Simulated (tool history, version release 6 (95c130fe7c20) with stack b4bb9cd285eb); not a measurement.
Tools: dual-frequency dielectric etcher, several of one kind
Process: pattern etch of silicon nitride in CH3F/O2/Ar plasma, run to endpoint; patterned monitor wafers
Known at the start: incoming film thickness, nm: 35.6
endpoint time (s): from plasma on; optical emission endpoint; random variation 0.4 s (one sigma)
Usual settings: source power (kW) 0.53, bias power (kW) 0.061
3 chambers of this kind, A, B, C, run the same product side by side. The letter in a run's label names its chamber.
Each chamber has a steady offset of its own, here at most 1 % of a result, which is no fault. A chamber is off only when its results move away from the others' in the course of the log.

run 1A hour=7.9 | source_power_(kW)=0.53 bias_power_(kW)=0.061 | endpoint_time_(s)=48.8
run 2B hour=13.9 | source_power_(kW)=0.53 bias_power_(kW)=0.061 | endpoint_time_(s)=49.092
run 3C hour=20.6 | source_power_(kW)=0.53 bias_power_(kW)=0.061 | endpoint_time_(s)=48.043
run 4B hour=27.3 | source_power_(kW)=0.53 bias_power_(kW)=0.061 | endpoint_time_(s)=48.769
run 5A hour=33.7 | source_power_(kW)=0.53 bias_power_(kW)=0.07 | endpoint_time_(s)=47.147
run 6C hour=39.7 | source_power_(kW)=0.53 bias_power_(kW)=0.07 | endpoint_time_(s)=46.096
run 7A hour=47.4 | source_power_(kW)=0.53 bias_power_(kW)=0.07 | endpoint_time_(s)=46.418
run 8B hour=55.4 | source_power_(kW)=0.53 bias_power_(kW)=0.061 | endpoint_time_(s)=49.362
run 9C hour=58.9 | source_power_(kW)=0.53 bias_power_(kW)=0.061 | endpoint_time_(s)=48.682
run 10C hour=63.7 | source_power_(kW)=0.53 bias_power_(kW)=0.061 | endpoint_time_(s)=48.695
run 11B hour=68.5 | source_power_(kW)=0.53 bias_power_(kW)=0.061 | endpoint_time_(s)=49.735
run 12A hour=74.4 | source_power_(kW)=0.53 bias_power_(kW)=0.061 | endpoint_time_(s)=48.739
run 13B hour=82.5 | source_power_(kW)=0.53 bias_power_(kW)=0.061 | endpoint_time_(s)=49.298
run 14A hour=87 | source_power_(kW)=0.65 bias_power_(kW)=0.071 | endpoint_time_(s)=43.151
run 15C hour=91.4 | source_power_(kW)=0.65 bias_power_(kW)=0.071 | endpoint_time_(s)=42.474
run 16A hour=99.1 | source_power_(kW)=0.65 bias_power_(kW)=0.071 | endpoint_time_(s)=43.295
run 17B hour=105.3 | source_power_(kW)=0.53 bias_power_(kW)=0.061 | endpoint_time_(s)=50.203
run 18C hour=111.2 | source_power_(kW)=0.53 bias_power_(kW)=0.061 | endpoint_time_(s)=48.277
run 19C hour=117.1 | source_power_(kW)=0.53 bias_power_(kW)=0.061 | endpoint_time_(s)=48.951
run 20A hour=123.3 | source_power_(kW)=0.53 bias_power_(kW)=0.061 | endpoint_time_(s)=48.654
run 21B hour=128.3 | source_power_(kW)=0.53 bias_power_(kW)=0.061 | endpoint_time_(s)=50.786
run 22C hour=136.3 | source_power_(kW)=0.48 bias_power_(kW)=0.061 | endpoint_time_(s)=50.848
-- hour=138.5 chamber A: wet clean of the chamber
run 23A hour=143.7 | source_power_(kW)=0.48 bias_power_(kW)=0.061 | endpoint_time_(s)=51.286
run 24B hour=150 | source_power_(kW)=0.48 bias_power_(kW)=0.061 | endpoint_time_(s)=53.614
run 25A hour=154.6 | source_power_(kW)=0.53 bias_power_(kW)=0.061 | endpoint_time_(s)=48.741
run 26C hour=158.3 | source_power_(kW)=0.53 bias_power_(kW)=0.061 | endpoint_time_(s)=49.004
run 27B hour=163 | source_power_(kW)=0.53 bias_power_(kW)=0.061 | endpoint_time_(s)=50.652
run 28B hour=167 | source_power_(kW)=0.53 bias_power_(kW)=0.061 | endpoint_time_(s)=51.484
run 29A hour=171.8 | source_power_(kW)=0.53 bias_power_(kW)=0.061 | endpoint_time_(s)=49.173
run 30C hour=176.7 | source_power_(kW)=0.53 bias_power_(kW)=0.061 | endpoint_time_(s)=48.612
run 31C hour=181.4 | source_power_(kW)=0.42 bias_power_(kW)=0.053 | endpoint_time_(s)=55.839
run 32A hour=186.9 | source_power_(kW)=0.42 bias_power_(kW)=0.053 | endpoint_time_(s)=56.156

What goes on in this fleet: one chamber off, a drifting gauge, or nothing beyond the chambers' own small offsets? Name the chamber and the cause, if any.

Chamber B drifts away from the others.
Cause: etch rate under this chamber's usual, % = 4.83.

Here are 4 candidates for chamber B's next run, each the usual settings with a change, their results left as question marks. Which one brings its results back in line with what the others give on the usual settings?
In line means no further than this from the other chambers' mean on the usual settings: endpoint time (s) 1.4
run 33B-1 hour=192.8 | source_power_(kW)=0.62 bias_power_(kW)=0.069 | endpoint_time_(s)=?
run 33B-2 hour=192.8 | source_power_(kW)=0.41 bias_power_(kW)=0.061 | endpoint_time_(s)=?
run 33B-3 hour=192.8 | source_power_(kW)=0.53 bias_power_(kW)=0.071 | endpoint_time_(s)=?
run 33B-4 hour=192.8 | source_power_(kW)=0.46 bias_power_(kW)=0.061 | endpoint_time_(s)=?

The other chambers' mean on the usual settings: endpoint time (s) 48.865
run=33B-1 endpoint_time_(s)=46.665
run=33B-2 endpoint_time_(s)=57.126
run=33B-3 endpoint_time_(s)=49.132
run=33B-4 endpoint_time_(s)=54.608
33B-3 brings the chamber back in line.
